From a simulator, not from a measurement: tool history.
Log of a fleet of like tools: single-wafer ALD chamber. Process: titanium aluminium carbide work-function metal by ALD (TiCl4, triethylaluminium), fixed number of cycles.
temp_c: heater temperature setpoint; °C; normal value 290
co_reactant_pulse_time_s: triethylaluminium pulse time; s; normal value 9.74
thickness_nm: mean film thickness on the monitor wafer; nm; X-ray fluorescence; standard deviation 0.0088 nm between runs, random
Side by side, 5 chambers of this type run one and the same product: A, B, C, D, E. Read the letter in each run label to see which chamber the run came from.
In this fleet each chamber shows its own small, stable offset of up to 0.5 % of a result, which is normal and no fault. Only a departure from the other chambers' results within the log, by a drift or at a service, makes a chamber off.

run,hour,temp_c,co_reactant_pulse_time_s,"read-back reference wafer on the same gauge, thickness_nm",thickness_nm
1D,3.8,290,9.74,1.8197,1.9178
2A,9.8,290,9.74,1.8204,1.8967
3B,13.4,290,9.74,1.8217,1.8943
4C,16.7,290,9.74,1.8182,1.9156
5E,22.2,290,9.74,1.8210,1.9078
6E,25.1,290,9.74,1.8210,1.9021
7B,31.2,290,9.74,1.8197,1.8973
8D,35.5,290,9.74,1.8193,1.9003
9C,39.8,290,9.74,1.8190,1.8979
10A,42.8,290,9.74,1.8196,1.8879
11E,45.8,290,9.74,1.8196,1.8895
12A,51.5,290,9.74,1.8220,1.8959
13C,57.6,290,9.74,1.8197,1.9031
# hour 59.5: chamber B: triethylaluminium bottle replaced
14D,60.8,290,9.74,1.8204,1.9148
15B,63.5,290,9.74,1.8211,1.9171
16C,67.6,290,9.74,1.8219,1.9089
17B,70.3,290,9.74,1.8216,1.9013
18D,76.4,285,9.74,1.8180,1.8717
19E,82.4,285,9.74,1.8189,1.8512
20A,85.8,285,9.74,1.8221,1.8551
21C,90.0,285,9.74,1.8208,1.8363
22B,92.9,285,9.74,1.8205,1.8582
23D,95.6,290,9.74,1.8212,1.9195
24E,99.9,300,8.27,1.8199,1.9344
25A,102.9,300,8.27,1.8185,1.9173
26E,106.8,300,8.27,1.8200,1.9607
27A,112.4,300,8.27,1.8198,1.9402
28D,117.6,300,8.27,1.8225,1.9460
29B,121.5,301,13.28,1.8190,2.0229
30C,126.0,301,13.28,1.8196,2.0608
31E,131.9,301,13.28,1.8197,2.0483
32A,135.1,301,13.28,1.8194,2.0438
33B,138.8,301,13.28,1.8203,2.0255
34C,143.2,290,9.74,1.8205,1.9079
35D,149.4,290,9.74,1.8194,1.9016
36D,155.3,290,9.74,1.8219,1.9260
37E,159.5,290,9.74,1.8203,1.8830
# hour 162.6: chamber C: thermocouple changed; heater temperature recalibrated
38A,163.1,290,9.74,1.8204,1.8827
39C,167.5,290,9.74,1.8200,1.8918

Has any chamber moved away from the others, gradually or after a service, or does the common gauge drift, or do the chambers differ only by their own small steady offsets? State the chamber and the most likely cause if one applies.

One chamber, B, drifts off from the rest bit by bit.
Cause: wafer temperature below the value expected at the setpoint (K) = 5.79.
With only this log, it may be confused with: triethylaluminium dose below that of a fresh bottle (%).

Chamber B could run next with any of the 4 candidate recipes listed below; each alters the usual settings, and their results appear as question marks. Which one brings its results back in line with what the other chambers deliver on the usual settings?
In line means no further than this from the other chambers' mean on the usual settings: thickness_nm 0.0310 nm
40B-1,172.0,290,8.56,,?
40B-2,172.0,293,10.37,,?
40B-3,172.0,302,9.74,,?
40B-4,172.0,283,8.50,,?

What the other chambers average on the usual settings: thickness_nm 1.9029 nm
run,thickness_nm
40B-1,1.8247
40B-2,1.8964
40B-3,1.9608
40B-4,1.7641
40B-2 puts the chamber back in line with the other chambers.
